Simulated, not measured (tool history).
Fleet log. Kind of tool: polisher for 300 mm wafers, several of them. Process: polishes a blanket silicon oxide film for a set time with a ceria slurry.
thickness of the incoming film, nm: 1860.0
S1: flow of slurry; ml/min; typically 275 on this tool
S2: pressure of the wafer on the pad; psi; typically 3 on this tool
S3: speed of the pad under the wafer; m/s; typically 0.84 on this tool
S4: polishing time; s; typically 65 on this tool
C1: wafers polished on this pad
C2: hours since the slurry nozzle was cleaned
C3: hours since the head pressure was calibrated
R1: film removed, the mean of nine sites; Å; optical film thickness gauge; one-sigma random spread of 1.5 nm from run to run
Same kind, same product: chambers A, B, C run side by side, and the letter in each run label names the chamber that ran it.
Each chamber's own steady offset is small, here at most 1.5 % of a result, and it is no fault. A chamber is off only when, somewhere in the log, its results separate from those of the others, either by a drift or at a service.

run,day,S1,S2,S3,S4,C1,C2,C3,R1
# day 0.242: chamber A: head pressure recalibrated
1C,0.483,275,3,0.84,65,545,452.5,734.7,1860
# day 0.562: chamber B: worn pad replaced by a new one
2A,0.783,275,3,0.84,65,421,38.2,13,1876.6
3B,1.279,275,3,0.84,65,214,169.9,1004,1872.3
4B,1.7,275,3,0.84,65,339,180,1014.1,1854.6
5C,2.146,235,3,0.7,65,1040,492.4,774.6,1533.3
# day 2.408: chamber C: slurry nozzle cleaned
6A,2.679,235,3,0.7,65,986,83.7,58.5,1517.5
# day 3.179: chamber A: worn pad replaced by a new one
7A,3.212,235,3,0.7,65,10,96.5,71.3,1536.7
# day 3.683: chamber B: worn pad replaced by a new one
8C,3.846,275,3,0.84,65,1546,34.5,815.4,1876.3
9B,4.475,330,3.7,0.84,65,236,246.6,1080.7,2301
10B,4.888,330,3.7,0.84,65,359,256.5,1090.6,2321.2
11C,5.421,330,3.7,0.84,65,2015,72.3,853.2,2336.8
12A,5.758,275,3,0.84,65,767,157.6,132.4,1891.5
13C,6.338,275,3,0.84,65,2288,94.3,875.2,1826.5
# day 6.738: chamber B: head pressure recalibrated
14A,6.829,275,3,0.84,65,1086,183.3,158.1,1884
# day 7.092: chamber B: worn pad replaced by a new one
15B,7.196,275,3,0.84,65,31,311.9,11.1,1844.6
16B,7.562,275,3,0.84,65,140,320.7,19.9,1846.1
# day 8.038: chamber A: worn pad replaced by a new one
17C,8.125,275,3,0.84,46,2820,137.2,918.1,1256.7
18A,8.725,275,3,0.84,46,205,228.8,203.6,1316.6
19B,9.162,275,3,0.84,46,616,359.1,58.3,1320.5
20A,9.633,275,3,0.84,65,475,250.6,225.4,1877.3
21C,10.058,275,3,0.84,65,3395,183.6,964.5,1691.7
# day 10.675: chamber B: worn pad replaced by a new one
22B,10.683,275,3,0.84,65,2,395.6,94.8,1862.6
23C,11.233,275,3,0.84,65,3745,211.8,992.7,1667.1

For the next run the whole fleet of 3 chambers uses the same settings. Give each chamber's results:
24A,11.696,275,3,0.84,65,,,,?
24B,11.696,275,3,0.84,65,,,,?
24C,11.696,275,3,0.84,65,,,,?

run,R1
24A,1876.7
24B,1872.3
24C,1702.5
